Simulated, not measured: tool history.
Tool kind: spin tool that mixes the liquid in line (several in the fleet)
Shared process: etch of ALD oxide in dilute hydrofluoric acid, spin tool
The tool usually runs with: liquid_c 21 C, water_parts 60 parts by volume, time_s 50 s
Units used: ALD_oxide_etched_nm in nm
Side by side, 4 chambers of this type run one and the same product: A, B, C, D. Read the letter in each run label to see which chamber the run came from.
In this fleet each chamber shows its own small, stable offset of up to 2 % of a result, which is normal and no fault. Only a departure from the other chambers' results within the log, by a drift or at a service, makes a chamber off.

run,hour,liquid_c,water_parts,time_s,hours since the thermometer was replaced,hours since the hydrofluoric acid flow meter was replaced,"read-back film thickness of the ALD oxide reference wafer, read on the same gauge (nm)",ALD_oxide_etched_nm
1A,9.4,21,60,50,403,408.7,79.982,8.9173
2C,19.7,21,60,50,963.8,1325.1,80.035,8.9381
3D,28.8,21,60,50,399.2,460.8,80.024,8.7861
4B,39.6,21,60,50,794.4,578.9,80.006,8.7434
5A,49.2,21,60,50,442.8,448.5,79.983,8.8177
6D,61.6,21,60,50,432,493.6,80.05,8.8143
7B,74.4,21,60,50,829.2,613.7,80.015,8.804
8C,85.3,21,60,50,1029.4,1390.7,79.982,8.9887
9D,94.5,21,60,50,464.9,526.5,80.007,8.8134
10B,105.4,23,60,50,860.2,644.7,80.015,9.5597
11C,113,23,60,50,1057.1,1418.4,79.984,9.7679
12A,123.3,23,60,50,516.9,522.6,79.994,9.5393
13D,136,23,60,50,506.4,568,79.99,9.6006
14C,144.8,21,60,50,1088.9,1450.2,79.992,8.9322
15A,157.9,21,60,50,551.5,557.2,79.983,8.8251
16B,166.2,21,70,50,921,705.5,80.008,7.4793
17B,172.3,21,70,50,927.1,711.6,79.997,7.5055
18D,179,21,70,50,549.4,611,79.99,7.4443
19A,185.1,21,70,50,578.7,584.4,80.036,7.5049
20C,198.5,21,60,50,1142.6,1503.9,80.018,8.9141
21A,204.6,21,60,50,598.2,603.9,80.018,8.8388
22B,211.2,23,75,50,966,750.5,80.017,7.5823
23C,219.8,23,75,50,1163.9,1525.2,80.025,7.5998
24D,231.1,23,75,50,601.5,663.1,79.951,7.5191
25C,244.4,23,75,50,1188.5,1549.8,80.003,7.6035
26D,254.8,21,60,50,625.2,686.8,80.001,8.7388
27B,261.1,21,60,50,1015.9,800.4,80.018,8.7841
28A,269.2,21,60,50,662.8,668.5,80.017,8.9208
29C,276.6,21,60,50,1220.7,1582,79.999,8.9994
30B,287.9,21,60,50,1042.7,827.2,80.05,8.8957
31D,299.1,21,80,60,669.5,731.1,80.009,7.7201
32A,312.4,21,80,60,706,711.7,79.97,7.8491
33D,320.2,21,80,60,690.6,752.2,79.938,7.7611
# hour 322.7: chamber C: hydrofluoric acid flow meter replaced
34A,331.2,21,80,60,724.8,730.5,80.033,7.7809
35C,343.6,21,60,50,1287.7,20.9,79.984,8.9273
36B,355.3,21,60,50,1110.1,894.6,79.965,8.7838
37B,362.4,21,60,50,1117.2,901.7,80.002,8.8564
38A,369.4,21,75,25,763,768.7,80.032,3.4831
39C,378.4,21,75,25,1322.5,55.7,80.036,3.4918
40D,384.7,21,75,25,755.1,816.7,79.948,3.4309
41C,393.5,21,75,25,1337.6,70.8,80.009,3.5085
42D,399.6,21,60,50,770,831.6,80.004,8.6899

Is one chamber out of step, is the gauge drifting, or do the chambers differ by no more than their own small offsets? For an off chamber, give its letter and the likeliest cause.

The fleet is healthy, with each chamber sitting at its usual small offset and no drift in the gauge.

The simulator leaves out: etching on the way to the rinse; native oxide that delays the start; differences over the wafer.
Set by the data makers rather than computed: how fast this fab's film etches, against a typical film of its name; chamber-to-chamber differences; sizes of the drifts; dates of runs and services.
